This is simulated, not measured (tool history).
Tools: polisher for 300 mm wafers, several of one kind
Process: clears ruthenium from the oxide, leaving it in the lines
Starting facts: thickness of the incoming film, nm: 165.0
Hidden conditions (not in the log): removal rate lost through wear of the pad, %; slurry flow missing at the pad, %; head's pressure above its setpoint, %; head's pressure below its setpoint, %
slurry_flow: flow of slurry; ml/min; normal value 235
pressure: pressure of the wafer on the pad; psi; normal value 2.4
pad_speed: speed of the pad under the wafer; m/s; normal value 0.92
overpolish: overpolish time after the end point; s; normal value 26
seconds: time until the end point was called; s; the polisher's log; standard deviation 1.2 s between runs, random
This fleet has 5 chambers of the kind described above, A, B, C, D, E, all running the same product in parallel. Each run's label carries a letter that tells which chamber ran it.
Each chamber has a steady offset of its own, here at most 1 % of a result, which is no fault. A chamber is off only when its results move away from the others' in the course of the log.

run   hour  slurry_flow  pressure  pad_speed  overpolish  wafers polished on this pad  hours since the slurry nozzle was cleaned  hours since the head pressure was calibrated  seconds
 1D    4.1          235       2.4       0.92          26                          409                                      235.1                                         113.6   118.01
 2E    6.5          235       2.4       0.92          26                          762                                      396.2                                         678.9   121.29
 3B    9.2          235       2.4       0.92          26                          778                                        606                                         375.3   118.32
 4C   12.4          235       2.4       0.92          26                          167                                      369.5                                         231.5   117.76
 5A   15.9          235       2.4       0.92          26                          727                                      209.8                                         159.6   116.81
 6C     20          235       2.4       0.92          26                          236                                      377.1                                         239.1   120.65
      21.1  -- chamber E: worn pad replaced by a new one
      21.3  -- chamber B: worn pad replaced by a new one
 7D     24          235       2.4       0.92          26                          590                                        255                                         133.5   119.54
 8E   26.6          235       2.4       0.92          26                           50                                      416.3                                           699   118.06
 9A   28.6          235       2.4       0.92          26                          842                                      222.5                                         172.3   118.36
10B   32.6          235       2.4       0.92          26                          102                                      629.4                                         398.7   118.36
11C   34.7          235       2.4       0.92          26                          370                                      391.8                                         253.8   120.26
12D   36.8          235       2.4       0.92          26                          707                                      267.8                                         146.3   117.41
13A   39.4          235       2.4       0.92          26                          940                                      233.3                                         183.1   118.17
      41.9  -- chamber E: head pressure recalibrated
14E   43.5          235       2.4       0.92          26                          203                                      433.2                                           1.7   117.67
15B   46.2          185       2.4       0.92          26                          226                                        643                                         412.3   122.11
      46.5  -- chamber A: worn pad replaced by a new one
16E     50          185       2.4       0.92          26                          263                                      439.7                                           8.2   122.12
17B   54.3          185       2.4       0.92          26                          300                                      651.1                                         420.4   119.74
18A   56.4          185       2.4       0.92          26                           90                                      250.3                                         200.1   123.06
19C   58.9          185       2.4       0.92          26                          590                                        416                                           278    123.6
20D   63.2          235       2.4       0.92          26                          947                                      294.2                                         172.7   118.62
21A   65.3          235       2.4       0.92          26                          171                                      259.2                                           209    118.2
22D   68.3          235       2.4       0.92          26                          993                                      299.3                                         177.8   118.72
23C   70.2          235       2.4       0.92          26                          693                                      427.3                                         289.3   120.38
      72.6  -- chamber C: head pressure recalibrated
24B   74.5          235       2.4       0.92          41                          483                                      671.3                                         440.6    119.5
25E   77.1          235       2.4       0.92          41                          509                                      466.8                                          35.3   119.79
26A   79.7          235       2.4       0.92          41                          302                                      273.6                                         223.4   115.97
27E   82.7          235       2.4       0.92          41                          560                                      472.4                                          40.9   118.28
28D   86.3          235       2.4       0.92          41                         1157                                      317.3                                         195.8   117.64
29C   90.7          235       2.4       0.92          26                          879                                      447.8                                          18.1    126.2
30B   92.7          235       2.4       0.92          26                          649                                      689.5                                         458.8   121.51
31E   94.8          235       2.4       0.92          26                          670                                      484.5                                            53    121.4
32C   97.9          235       2.4       0.92          26                          945                                        455                                          25.3   127.29
33A    100          235       2.4       0.92          26                          486                                      293.9                                         243.7   117.03
34B  102.3          235       2.4       0.92          26                          736                                      699.1                                         468.4   120.99
     105.2  -- chamber D: worn pad replaced by a new one
35D  105.4          235       3.1       0.92          26                            2                                      336.4                                         214.9    91.31
36E  107.8          235       3.1       0.92          26                          788                                      497.5                                            66   93.273
37A  112.1          235       3.1       0.92          26                          596                                        306                                         255.8   90.649
38C  115.5          235       3.1       0.92          26                         1105                                      472.6                                          42.9   97.998
39D  118.9          235       3.1       0.92          26                          125                                      349.9                                         228.4   92.436
       120  -- chamber B: worn pad replaced by a new one
40B  120.8          235       2.4       0.92          26                            8                                      717.6                                         486.9   117.88
41C  124.6          235       2.4       0.92          26                         1187                                      481.7                                            52   124.26
42A    128          235       2.4       0.92          26                          741                                      321.9                                         271.7   117.25
43B  131.5          235       2.4       0.92          26                          105                                      728.3                                         497.6   119.38

The same settings go to every chamber for the next run, one line per chamber below. Forecast the results for each:
44A  134.7          235       2.4       0.92          26                                                                                                                              ?
44B  134.7          235       2.4       0.92          26                                                                                                                              ?
44C  134.7          235       2.4       0.92          26                                                                                                                              ?
44D  134.7          235       2.4       0.92          26                                                                                                                              ?
44E  134.7          235       2.4       0.92          26                                                                                                                              ?

run  seconds
44A   116.87
44B    118.2
44C   126.74
44D   118.69
44E    117.8

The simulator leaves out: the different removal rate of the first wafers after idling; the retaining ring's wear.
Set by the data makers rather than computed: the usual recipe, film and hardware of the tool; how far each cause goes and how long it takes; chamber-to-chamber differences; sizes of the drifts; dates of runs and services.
